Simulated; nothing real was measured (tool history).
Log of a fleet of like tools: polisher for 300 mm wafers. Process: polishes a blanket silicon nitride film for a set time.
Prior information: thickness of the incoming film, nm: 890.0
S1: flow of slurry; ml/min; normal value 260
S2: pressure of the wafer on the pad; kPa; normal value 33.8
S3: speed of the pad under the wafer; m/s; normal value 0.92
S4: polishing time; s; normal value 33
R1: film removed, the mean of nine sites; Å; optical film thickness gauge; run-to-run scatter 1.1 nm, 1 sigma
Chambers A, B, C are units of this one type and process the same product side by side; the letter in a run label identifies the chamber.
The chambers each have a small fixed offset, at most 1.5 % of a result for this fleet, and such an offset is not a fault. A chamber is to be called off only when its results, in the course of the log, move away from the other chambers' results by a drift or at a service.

run,hour,S1,S2,S3,S4,R1
1A,9.6,260,33.8,0.92,33,785.87
2C,19.8,260,33.8,0.92,33,794.16
3B,25.8,260,33.8,0.92,33,794.94
4A,34.9,260,33.8,0.92,33,811.51
5C,42.1,260,33.8,0.92,33,792.49
# hour 46.3: chamber B: worn pad replaced by a new one
6B,48.6,260,33.8,0.92,33,784.38
7B,53.5,260,33.8,0.92,23,562.64
8C,61.9,260,33.8,0.92,23,564.19
9A,69.9,260,33.8,0.92,23,558.47
# hour 73.5: chamber C: worn pad replaced by a new one
10A,75.1,260,33.8,0.92,33,805.03
# hour 75.9: chamber A: worn pad replaced by a new one
11B,84,260,33.8,0.92,33,785.6
12C,94.4,260,33.8,0.92,33,825.35
# hour 98.2: chamber C: slurry nozzle cleaned
13B,99.5,260,33.8,0.92,33,767.09
14A,106.4,260,33.8,0.92,33,815.5
# hour 107.3: chamber B: head pressure recalibrated
15C,111.2,260,33.8,0.92,33,795.77
# hour 118.8: chamber B: worn pad replaced by a new one
16C,119.7,260,33.8,0.92,33,814.9
17A,129,260,33.8,0.92,33,791.97
18B,134.5,260,33.8,0.92,33,789.72
19C,143.7,260,33.8,0.92,33,814.82
20A,149.3,260,33.8,0.92,33,805.97
21B,159.5,260,33.8,0.92,33,797.3
# hour 166.2: chamber A: worn pad replaced by a new one
# hour 166.5: chamber A: slurry nozzle cleaned
22C,167.6,260,33.8,0.92,33,798.61
# hour 168.9: chamber B: slurry nozzle cleaned
23A,177.3,260,33.8,0.92,33,778.4
# hour 178.2: chamber B: worn pad replaced by a new one
# hour 181.6: chamber C: worn pad replaced by a new one
24B,187.5,260,33.8,0.92,33,787.54
25A,193.9,260,33.8,0.92,33,814.66
26B,198.7,260,33.8,0.92,33,809.87
27C,207,260,33.8,0.92,33,813.93
28B,217,260,33.8,0.92,33,784.11
29C,223.2,260,33.8,0.92,33,809.97
30A,230.3,260,33.8,0.92,33,774.74
31A,235.5,260,33.8,0.92,33,805.58
# hour 238.7: chamber B: worn pad replaced by a new one
32C,244.8,260,33.8,0.92,33,806.2
33B,252.7,260,33.8,0.92,33,803.99
# hour 261.7: chamber A: worn pad replaced by a new one
34B,262.3,260,33.8,0.92,38,906.85
35C,267.4,260,33.8,0.92,38,910.43
36A,274.9,260,33.8,0.92,38,929.48
37B,281.3,260,33.8,0.92,33,772.76
38C,289.6,260,33.8,0.92,33,807.57
# hour 289.8: chamber A: head pressure recalibrated
39A,295.7,260,33.8,0.92,33,811.15
# hour 299.4: chamber B: worn pad replaced by a new one
40B,304.6,260,33.8,0.92,33,793.67
# hour 309.4: chamber C: worn pad replaced by a new one
41C,309.9,260,33.8,0.92,33,770.36
42A,318.8,260,33.8,0.92,33,802.72
43A,329.1,300,33.8,0.72,33,663.45

The same settings go to every chamber for the next run, one line per chamber below. Forecast the results for each:
44A,336.6,260,33.8,0.92,33,?
44B,336.6,260,33.8,0.92,33,?
44C,336.6,260,33.8,0.92,33,?

run,R1
44A,780.74
44B,787.34
44C,797.77
